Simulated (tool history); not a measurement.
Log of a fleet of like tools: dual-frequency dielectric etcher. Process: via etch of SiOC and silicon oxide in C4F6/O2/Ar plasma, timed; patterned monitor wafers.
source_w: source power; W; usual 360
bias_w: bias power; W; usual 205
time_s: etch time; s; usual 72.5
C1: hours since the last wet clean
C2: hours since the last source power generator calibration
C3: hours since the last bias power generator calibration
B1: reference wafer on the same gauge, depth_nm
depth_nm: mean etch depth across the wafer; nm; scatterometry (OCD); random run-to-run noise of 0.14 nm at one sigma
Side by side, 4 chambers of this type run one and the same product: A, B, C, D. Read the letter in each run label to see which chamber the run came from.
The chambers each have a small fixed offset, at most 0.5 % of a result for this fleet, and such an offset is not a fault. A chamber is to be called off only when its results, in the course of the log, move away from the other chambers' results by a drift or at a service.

{"run": "1D", "hour": 9.2, "source_w": 360, "bias_w": 205, "time_s": 72.5, "C1": 205.2, "C2": 1639.5, "C3": 2425.7, "B1": 95.868, "depth_nm": 81.592}
{"run": "2C", "hour": 14.5, "source_w": 360, "bias_w": 205, "time_s": 72.5, "C1": 232.4, "C2": 1635.0, "C3": 274.5, "B1": 95.828, "depth_nm": 82.207}
{"run": "3A", "hour": 21.4, "source_w": 360, "bias_w": 205, "time_s": 72.5, "C1": 406.6, "C2": 3163.1, "C3": 1499.2, "B1": 95.88, "depth_nm": 81.809}
{"run": "4B", "hour": 26.1, "source_w": 360, "bias_w": 205, "time_s": 72.5, "C1": 324.9, "C2": 1190.7, "C3": 3209.3, "B1": 95.841, "depth_nm": 82.642}
{"run": "5D", "hour": 31.5, "source_w": 360, "bias_w": 205, "time_s": 72.5, "C1": 227.5, "C2": 1661.8, "C3": 2448.0, "B1": 95.884, "depth_nm": 81.837}
{"run": "6A", "hour": 37.0, "source_w": 360, "bias_w": 205, "time_s": 72.5, "C1": 422.2, "C2": 3178.7, "C3": 1514.8, "B1": 95.937, "depth_nm": 81.968}
{"run": "7B", "hour": 43.8, "source_w": 360, "bias_w": 205, "time_s": 72.5, "C1": 342.6, "C2": 1208.4, "C3": 3227.0, "B1": 95.921, "depth_nm": 82.31}
{"run": "8C", "hour": 51.0, "source_w": 360, "bias_w": 205, "time_s": 72.5, "C1": 268.9, "C2": 1671.5, "C3": 311.0, "B1": 95.903, "depth_nm": 82.473}
{"run": "9D", "hour": 59.3, "source_w": 360, "bias_w": 205, "time_s": 72.5, "C1": 255.3, "C2": 1689.6, "C3": 2475.8, "B1": 95.97, "depth_nm": 81.85}
{"run": "10B", "hour": 64.3, "source_w": 360, "bias_w": 205, "time_s": 72.5, "C1": 363.1, "C2": 1228.9, "C3": 3247.5, "B1": 95.948, "depth_nm": 82.81}
{"run": "11C", "hour": 68.6, "source_w": 360, "bias_w": 205, "time_s": 72.5, "C1": 286.5, "C2": 1689.1, "C3": 328.6, "B1": 95.941, "depth_nm": 82.621}
{"run": "12A", "hour": 77.2, "source_w": 360, "bias_w": 205, "time_s": 72.5, "C1": 462.4, "C2": 3218.9, "C3": 1555.0, "B1": 96.003, "depth_nm": 82.1}
{"run": "13B", "hour": 84.8, "source_w": 360, "bias_w": 205, "time_s": 72.5, "C1": 383.6, "C2": 1249.4, "C3": 3268.0, "B1": 96.011, "depth_nm": 82.536}
{"run": "14A", "hour": 91.6, "source_w": 360, "bias_w": 205, "time_s": 72.5, "C1": 476.8, "C2": 3233.3, "C3": 1569.4, "B1": 96.048, "depth_nm": 82.308}
{"run": "15D", "hour": 98.6, "source_w": 360, "bias_w": 205, "time_s": 72.5, "C1": 294.6, "C2": 1728.9, "C3": 2515.1, "B1": 96.044, "depth_nm": 81.819}
{"run": "16C", "hour": 103.2, "source_w": 360, "bias_w": 205, "time_s": 72.5, "C1": 321.1, "C2": 1723.7, "C3": 363.2, "B1": 96.062, "depth_nm": 82.609}
{"run": "17C", "hour": 111.5, "source_w": 360, "bias_w": 205, "time_s": 72.5, "C1": 329.4, "C2": 1732.0, "C3": 371.5, "B1": 96.083, "depth_nm": 82.654}
{"run": "18D", "hour": 118.4, "source_w": 360, "bias_w": 205, "time_s": 72.5, "C1": 314.4, "C2": 1748.7, "C3": 2534.9, "B1": 96.054, "depth_nm": 82.204}
{"hour": 123.7, "done": "chamber C: source power generator calibrated"}
{"hour": 124.3, "done": "chamber B: bias power generator calibrated"}
{"run": "19B", "hour": 125.1, "source_w": 360, "bias_w": 205, "time_s": 72.5, "C1": 423.9, "C2": 1289.7, "C3": 0.8, "B1": 96.066, "depth_nm": 82.518}
{"run": "20A", "hour": 131.5, "source_w": 360, "bias_w": 205, "time_s": 72.5, "C1": 516.7, "C2": 3273.2, "C3": 1609.3, "B1": 96.115, "depth_nm": 82.239}
{"run": "21D", "hour": 139.4, "source_w": 360, "bias_w": 205, "time_s": 59.5, "C1": 335.4, "C2": 1769.7, "C3": 2555.9, "B1": 96.177, "depth_nm": 67.341}
{"run": "22B", "hour": 146.3, "source_w": 360, "bias_w": 205, "time_s": 59.5, "C1": 445.1, "C2": 1310.9, "C3": 22.0, "B1": 96.16, "depth_nm": 68.027}
{"run": "23A", "hour": 155.7, "source_w": 360, "bias_w": 205, "time_s": 59.5, "C1": 540.9, "C2": 3297.4, "C3": 1633.5, "B1": 96.176, "depth_nm": 67.494}
{"run": "24C", "hour": 161.2, "source_w": 360, "bias_w": 205, "time_s": 59.5, "C1": 379.1, "C2": 37.5, "C3": 421.2, "B1": 96.2, "depth_nm": 68.056}
{"run": "25D", "hour": 168.1, "source_w": 360, "bias_w": 205, "time_s": 72.5, "C1": 364.1, "C2": 1798.4, "C3": 2584.6, "B1": 96.207, "depth_nm": 82.042}
{"run": "26A", "hour": 172.9, "source_w": 360, "bias_w": 205, "time_s": 72.5, "C1": 558.1, "C2": 3314.6, "C3": 1650.7, "B1": 96.228, "depth_nm": 82.555}
{"hour": 176.6, "done": "chamber A: wet clean of the chamber"}
{"run": "27C", "hour": 182.2, "source_w": 360, "bias_w": 205, "time_s": 72.5, "C1": 400.1, "C2": 58.5, "C3": 442.2, "B1": 96.263, "depth_nm": 82.877}
{"run": "28B", "hour": 189.5, "source_w": 330, "bias_w": 183, "time_s": 72.5, "C1": 488.3, "C2": 1354.1, "C3": 65.2, "B1": 96.262, "depth_nm": 77.062}
{"run": "29C", "hour": 196.6, "source_w": 330, "bias_w": 183, "time_s": 72.5, "C1": 414.5, "C2": 72.9, "C3": 456.6, "B1": 96.299, "depth_nm": 77.093}
{"run": "30A", "hour": 205.4, "source_w": 330, "bias_w": 183, "time_s": 72.5, "C1": 28.9, "C2": 3347.1, "C3": 1683.2, "B1": 96.308, "depth_nm": 76.841}
{"run": "31D", "hour": 213.9, "source_w": 330, "bias_w": 183, "time_s": 72.5, "C1": 409.9, "C2": 1844.2, "C3": 2630.4, "B1": 96.331, "depth_nm": 76.567}
{"run": "32B", "hour": 219.8, "source_w": 360, "bias_w": 205, "time_s": 72.5, "C1": 518.6, "C2": 1384.4, "C3": 95.5, "B1": 96.316, "depth_nm": 82.885}
{"run": "33A", "hour": 226.5, "source_w": 280, "bias_w": 205, "time_s": 72.5, "C1": 50.0, "C2": 3368.2, "C3": 1704.3, "B1": 96.334, "depth_nm": 74.902}
{"run": "34D", "hour": 233.7, "source_w": 280, "bias_w": 205, "time_s": 72.5, "C1": 429.7, "C2": 1864.0, "C3": 2650.2, "B1": 96.335, "depth_nm": 74.684}
{"run": "35B", "hour": 242.2, "source_w": 280, "bias_w": 205, "time_s": 72.5, "C1": 541.0, "C2": 1406.8, "C3": 117.9, "B1": 96.434, "depth_nm": 75.574}
{"run": "36C", "hour": 248.5, "source_w": 280, "bias_w": 205, "time_s": 72.5, "C1": 466.4, "C2": 124.8, "C3": 508.5, "B1": 96.421, "depth_nm": 75.116}
{"hour": 251.5, "done": "chamber B: wet clean of the chamber"}
{"run": "37B", "hour": 256.5, "source_w": 360, "bias_w": 205, "time_s": 72.5, "C1": 5.0, "C2": 1421.1, "C3": 132.2, "B1": 96.395, "depth_nm": 82.933}

The same settings go to every chamber for the next run, one line per chamber below. Forecast the results for each:
{"run": "38A", "hour": 263.3, "source_w": 360, "bias_w": 234, "time_s": 72.5, "depth_nm": "?"}
{"run": "38B", "hour": 263.3, "source_w": 360, "bias_w": 234, "time_s": 72.5, "depth_nm": "?"}
{"run": "38C", "hour": 263.3, "source_w": 360, "bias_w": 234, "time_s": 72.5, "depth_nm": "?"}
{"run": "38D", "hour": 263.3, "source_w": 360, "bias_w": 234, "time_s": 72.5, "depth_nm": "?"}

run=38A depth_nm=86.326
run=38B depth_nm=86.666
run=38C depth_nm=86.719
run=38D depth_nm=85.637
